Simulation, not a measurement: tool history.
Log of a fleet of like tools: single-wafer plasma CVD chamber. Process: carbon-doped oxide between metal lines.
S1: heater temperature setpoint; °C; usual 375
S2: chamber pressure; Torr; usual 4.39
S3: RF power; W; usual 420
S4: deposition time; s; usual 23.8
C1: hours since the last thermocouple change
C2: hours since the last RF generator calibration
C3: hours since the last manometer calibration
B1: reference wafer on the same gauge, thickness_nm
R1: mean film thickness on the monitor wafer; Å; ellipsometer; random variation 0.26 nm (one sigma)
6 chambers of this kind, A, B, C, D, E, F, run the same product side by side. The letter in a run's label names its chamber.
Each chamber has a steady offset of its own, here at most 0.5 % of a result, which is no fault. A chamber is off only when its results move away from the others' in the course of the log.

run 1C day=0.192 | S1=375 S2=4.39 S3=420 S4=23.8 | C1=881.1 C2=904.6 C3=1119.0 | B1=85.758 | R1=994.26
run 2A day=0.296 | S1=375 S2=4.39 S3=420 S4=23.8 | C1=801.9 C2=926.3 C3=869.0 | B1=85.835 | R1=998.78
run 3E day=0.417 | S1=375 S2=4.39 S3=420 S4=23.8 | C1=1161.5 C2=948.5 C3=1172.6 | B1=85.789 | R1=997.54
run 4B day=0.579 | S1=375 S2=4.39 S3=420 S4=23.8 | C1=86.0 C2=565.4 C3=2373.5 | B1=85.744 | R1=994.34
run 5D day=0.712 | S1=375 S2=4.39 S3=420 S4=23.8 | C1=520.0 C2=1800.3 C3=1175.3 | B1=85.816 | R1=1001.90
run 6F day=0.908 | S1=375 S2=4.39 S3=420 S4=23.8 | C1=981.1 C2=370.9 C3=98.8 | B1=85.814 | R1=1001.40
run 7A day=1.067 | S1=375 S2=4.39 S3=420 S4=23.8 | C1=820.4 C2=944.8 C3=887.5 | B1=85.827 | R1=998.27
run 8C day=1.225 | S1=375 S2=4.39 S3=420 S4=23.8 | C1=905.9 C2=929.4 C3=1143.8 | B1=85.791 | R1=991.64
run 9B day=1.417 | S1=375 S2=4.39 S3=420 S4=23.8 | C1=106.1 C2=585.5 C3=2393.6 | B1=85.810 | R1=998.59
run 10F day=1.517 | S1=375 S2=4.39 S3=420 S4=23.8 | C1=995.7 C2=385.5 C3=113.4 | B1=85.733 | R1=1001.40
run 11D day=1.721 | S1=375 S2=4.39 S3=420 S4=23.8 | C1=544.2 C2=1824.5 C3=1199.5 | B1=85.751 | R1=999.14
run 12E day=1.838 | S1=375 S2=4.39 S3=420 S4=23.8 | C1=1195.6 C2=982.6 C3=1206.7 | B1=85.807 | R1=994.27
run 13E day=1.971 | S1=375 S2=4.39 S3=420 S4=23.8 | C1=1198.8 C2=985.8 C3=1209.9 | B1=85.784 | R1=990.69
run 14B day=2.150 | S1=375 S2=4.39 S3=420 S4=23.8 | C1=123.7 C2=603.1 C3=2411.2 | B1=85.803 | R1=995.29
run 15F day=2.346 | S1=375 S2=4.39 S3=420 S4=23.8 | C1=1015.6 C2=405.4 C3=133.3 | B1=85.794 | R1=1001.10
run 16D day=2.454 | S1=375 S2=4.39 S3=420 S4=23.8 | C1=561.8 C2=1842.1 C3=1217.1 | B1=85.729 | R1=1001.30
run 17C day=2.662 | S1=375 S2=3.75 S3=420 S4=26.7 | C1=940.4 C2=963.9 C3=1178.3 | B1=85.751 | R1=1090.10
run 18A day=2.800 | S1=375 S2=3.75 S3=420 S4=26.7 | C1=862.0 C2=986.4 C3=929.1 | B1=85.820 | R1=1094.00
run 19D day=2.967 | S1=375 S2=3.75 S3=420 S4=26.7 | C1=574.1 C2=1854.4 C3=1229.4 | B1=85.759 | R1=1099.00
run 20E day=3.092 | S1=375 S2=3.75 S3=420 S4=26.7 | C1=1225.7 C2=1012.7 C3=1236.8 | B1=85.784 | R1=1091.80
run 21C day=3.262 | S1=375 S2=3.75 S3=420 S4=26.7 | C1=954.8 C2=978.3 C3=1192.7 | B1=85.821 | R1=1092.90
run 22A day=3.412 | S1=375 S2=3.75 S3=420 S4=26.7 | C1=876.7 C2=1001.1 C3=943.8 | B1=85.790 | R1=1099.70
run 23F day=3.612 | S1=375 S2=4.39 S3=420 S4=23.8 | C1=1046.0 C2=435.8 C3=163.7 | B1=85.791 | R1=1008.50
run 24B day=3.817 | S1=375 S2=4.39 S3=420 S4=23.8 | C1=163.7 C2=643.1 C3=2451.2 | B1=85.794 | R1=993.69
run 25E day=3.917 | S1=375 S2=4.39 S3=395 S4=23.8 | C1=1245.5 C2=1032.5 C3=1256.6 | B1=85.848 | R1=949.18
run 26C day=4.071 | S1=375 S2=4.39 S3=395 S4=23.8 | C1=974.2 C2=997.7 C3=1212.1 | B1=85.795 | R1=949.92
run 27A day=4.238 | S1=375 S2=4.39 S3=395 S4=23.8 | C1=896.5 C2=1020.9 C3=963.6 | B1=85.797 | R1=951.94
run 28F day=4.417 | S1=375 S2=4.39 S3=395 S4=23.8 | C1=1065.3 C2=455.1 C3=183.0 | B1=85.799 | R1=953.84
run 29B day=4.629 | S1=375 S2=4.39 S3=395 S4=23.8 | C1=183.2 C2=662.6 C3=2470.7 | B1=85.840 | R1=947.39
run 30D day=4.850 | S1=375 S2=4.39 S3=395 S4=23.8 | C1=619.3 C2=1899.6 C3=1274.6 | B1=85.810 | R1=953.21
run 31A day=4.975 | S1=375 S2=4.39 S3=420 S4=23.8 | C1=914.2 C2=1038.6 C3=981.3 | B1=85.841 | R1=1002.10
run 32D day=5.179 | S1=375 S2=4.39 S3=420 S4=23.8 | C1=627.2 C2=1907.5 C3=1282.5 | B1=85.790 | R1=1003.30
run 33F day=5.350 | S1=375 S2=4.39 S3=420 S4=23.8 | C1=1087.7 C2=477.5 C3=205.4 | B1=85.814 | R1=1006.40
run 34E day=5.492 | S1=380 S2=3.73 S3=420 S4=23.8 | C1=1283.3 C2=1070.3 C3=1294.4 | B1=85.778 | R1=964.19
run 35C day=5.625 | S1=380 S2=3.73 S3=420 S4=23.8 | C1=1011.5 C2=1035.0 C3=1249.4 | B1=85.792 | R1=962.06
run 36B day=5.750 | S1=380 S2=3.73 S3=420 S4=23.8 | C1=210.1 C2=689.5 C3=2497.6 | B1=85.820 | R1=963.02
run 37F day=5.904 | S1=380 S2=3.73 S3=420 S4=23.8 | C1=1101.0 C2=490.8 C3=218.7 | B1=85.842 | R1=974.12
run 38D day=6.067 | S1=380 S2=3.73 S3=420 S4=23.8 | C1=648.5 C2=1928.8 C3=1303.8 | B1=85.779 | R1=970.11
run 39A day=6.204 | S1=380 S2=3.73 S3=420 S4=23.8 | C1=943.7 C2=1068.1 C3=1010.8 | B1=85.765 | R1=970.97
run 40B day=6.371 | S1=375 S2=4.39 S3=420 S4=23.8 | C1=225.0 C2=704.4 C3=2512.5 | B1=85.848 | R1=992.46
run 41C day=6.567 | S1=375 S2=4.39 S3=420 S4=23.8 | C1=1034.1 C2=1057.6 C3=1272.0 | B1=85.841 | R1=994.35
run 42E day=6.683 | S1=375 S2=4.39 S3=420 S4=23.8 | C1=1311.9 C2=1098.9 C3=1323.0 | B1=85.760 | R1=993.42
run 43B day=6.804 | S1=375 S2=4.39 S3=420 S4=23.8 | C1=235.4 C2=714.8 C3=2522.9 | B1=85.794 | R1=993.96
run 44E day=6.921 | S1=375 S2=4.39 S3=420 S4=23.8 | C1=1317.6 C2=1104.6 C3=1328.7 | B1=85.787 | R1=992.74

Is one chamber off against the others, does the gauge drift, or is nothing wrong? If a chamber is off, say which, and what the likeliest cause is.

No chamber stands off beyond its own small offset, and the gauge holds steady.
